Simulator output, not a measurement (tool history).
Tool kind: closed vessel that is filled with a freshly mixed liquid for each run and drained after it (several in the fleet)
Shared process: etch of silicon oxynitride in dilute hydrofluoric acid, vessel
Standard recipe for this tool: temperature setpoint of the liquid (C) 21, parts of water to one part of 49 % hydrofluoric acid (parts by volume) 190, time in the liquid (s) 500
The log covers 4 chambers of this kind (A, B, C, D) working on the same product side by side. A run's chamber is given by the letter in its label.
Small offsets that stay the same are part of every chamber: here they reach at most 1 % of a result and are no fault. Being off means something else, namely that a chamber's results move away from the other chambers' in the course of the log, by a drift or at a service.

run   hour  temperature setpoint of the liquid (C)  parts of water to one part of 49 % hydrofluoric acid (parts by volume)  time in the liquid (s)  hours since the thermometer was replaced  hours since the hydrofluoric acid flow meter was replaced  read-back film thickness of the silicon oxynitride reference wafer, read on the same gauge (nm)  thickness taken off the silicon oxynitride on a monitor wafer (angstrom)
 1A   12.9                                      21                                                                     190                     500                                    1824.4                                                      634.5                                                                                              130                                                                    58.089
 2C   23.8                                      21                                                                     190                     500                                     441.1                                                      469.3                                                                                           129.99                                                                    58.286
 3D   35.8                                      21                                                                     190                     500                                     399.2                                                      637.2                                                                                           130.02                                                                    58.516
 4B   46.5                                      21                                                                     190                     500                                    2305.7                                                      839.5                                                                                           130.03                                                                    58.393
 5B   54.4                                      21                                                                     190                     500                                    2313.6                                                      847.4                                                                                           129.98                                                                    58.588
 6A     62                                      21                                                                     190                     500                                    1873.5                                                      683.6                                                                                              130                                                                     58.99
 7C   75.5                                      18                                                                     150                     500                                     492.8                                                        521                                                                                           130.01                                                                    65.907
        80  -- chamber B: hydrofluoric acid flow meter replaced
 8D   88.6                                      18                                                                     150                     500                                       452                                                        690                                                                                           129.99                                                                    66.187
 9B   95.5                                      18                                                                     150                     500                                    2354.7                                                       15.5                                                                                           129.99                                                                     65.68
10C  107.2                                      18                                                                     150                     500                                     524.5                                                      552.7                                                                                           130.02                                                                    65.658
11D  117.6                                      21                                                                     190                     500                                       481                                                        719                                                                                           129.97                                                                    58.223
12A  126.5                                      21                                                                     190                     500                                      1938                                                      748.1                                                                                           129.99                                                                     58.94
13C  139.2                                      21                                                                     190                     500                                     556.5                                                      584.7                                                                                              130                                                                    58.641
14B  152.2                                      21                                                                     190                     500                                    2411.4                                                       72.2                                                                                           130.02                                                                    58.597
15A  162.6                                      21                                                                     190                     500                                    1974.1                                                      784.2                                                                                           129.99                                                                    58.305
16D  174.9                                      21                                                                     190                     500                                     538.3                                                      776.3                                                                                           130.02                                                                    58.325
17D  181.2                                      21                                                                     190                     500                                     544.6                                                      782.6                                                                                              130                                                                    57.889
18C  189.6                                      19                                                                     190                     320                                     606.9                                                      635.1                                                                                           130.01                                                                    34.307
19A  201.5                                      19                                                                     190                     320                                      2013                                                      823.1                                                                                           130.01                                                                    34.126
20B  211.8                                      19                                                                     190                     320                                      2471                                                      131.8                                                                                           130.01                                                                    33.917
     217.5  -- chamber B: thermometer replaced
21D  218.7                                      19                                                                     190                     320                                     582.1                                                      820.1                                                                                           130.03                                                                    34.276
22A  226.3                                      21                                                                     190                     500                                    2037.8                                                      847.9                                                                                              130                                                                    58.436
23C  234.8                                      21                                                                     190                     500                                     652.1                                                      680.3                                                                                           130.01                                                                    59.622
24B  248.5                                      21                                                                     190                     500                                        31                                                      168.5                                                                                           129.99                                                                    58.158
25C  258.7                                      21                                                                     190                     500                                       676                                                      704.2                                                                                           129.98                                                                     60.37
26D  265.4                                      21                                                                     190                     500                                     628.8                                                      866.8                                                                                           130.01                                                                    59.216
27B    277                                      21                                                                     190                     500                                      59.5                                                        197                                                                                           130.01                                                                    58.692
28A  290.6                                      21                                                                     190                     500                                    2102.1                                                      912.2                                                                                           130.01                                                                    58.969
29C  302.5                                      21                                                                     190                     500                                     719.8                                                        748                                                                                              130                                                                    60.261
30D  311.5                                      21                                                                     190                     500                                     674.9                                                      912.9                                                                                              130                                                                     59.19
31A  323.4                                      21                                                                     190                     500                                    2134.9                                                        945                                                                                           130.02                                                                    58.576
     331.5  -- chamber A: hydrofluoric acid flow meter replaced
32B  335.7                                      21                                                                     190                     500                                     118.2                                                      255.7                                                                                           130.03                                                                    58.186
33C  348.1                                      21                                                                     190                     500                                     765.4                                                      793.6                                                                                           130.02                                                                    61.169
34A  361.4                                      21                                                                     190                     500                                    2172.9                                                         30                                                                                           129.98                                                                    58.313
35B  370.5                                      21                                                                     190                     500                                       153                                                      290.5                                                                                           129.99                                                                    58.439
36D  378.1                                      21                                                                     190                     500                                     741.5                                                      979.5                                                                                           129.98                                                                      57.9
37D  389.1                                      21                                                                     190                     500                                     752.5                                                      990.5                                                                                           130.03                                                                    58.512
38C  396.7                                      21                                                                     190                     500                                       814                                                      842.2                                                                                              130                                                                    61.393
39A    410                                      21                                                                     190                     500                                    2221.5                                                       78.6                                                                                           130.01                                                                    57.695

All 4 chambers run these settings next. Forecast each chamber's results:
40A  420.1                                      21                                                                     110                     500                                                                                                                                                                                                                                                                               ?
40B  420.1                                      21                                                                     110                     500                                                                                                                                                                                                                                                                               ?
40C  420.1                                      21                                                                     110                     500                                                                                                                                                                                                                                                                               ?
40D  420.1                                      21                                                                     110                     500                                                                                                                                                                                                                                                                               ?

run  thickness taken off the silicon oxynitride on a monitor wafer (angstrom)
40A                                                                    107.28
40B                                                                    105.81
40C                                                                    112.35
40D                                                                    107.41
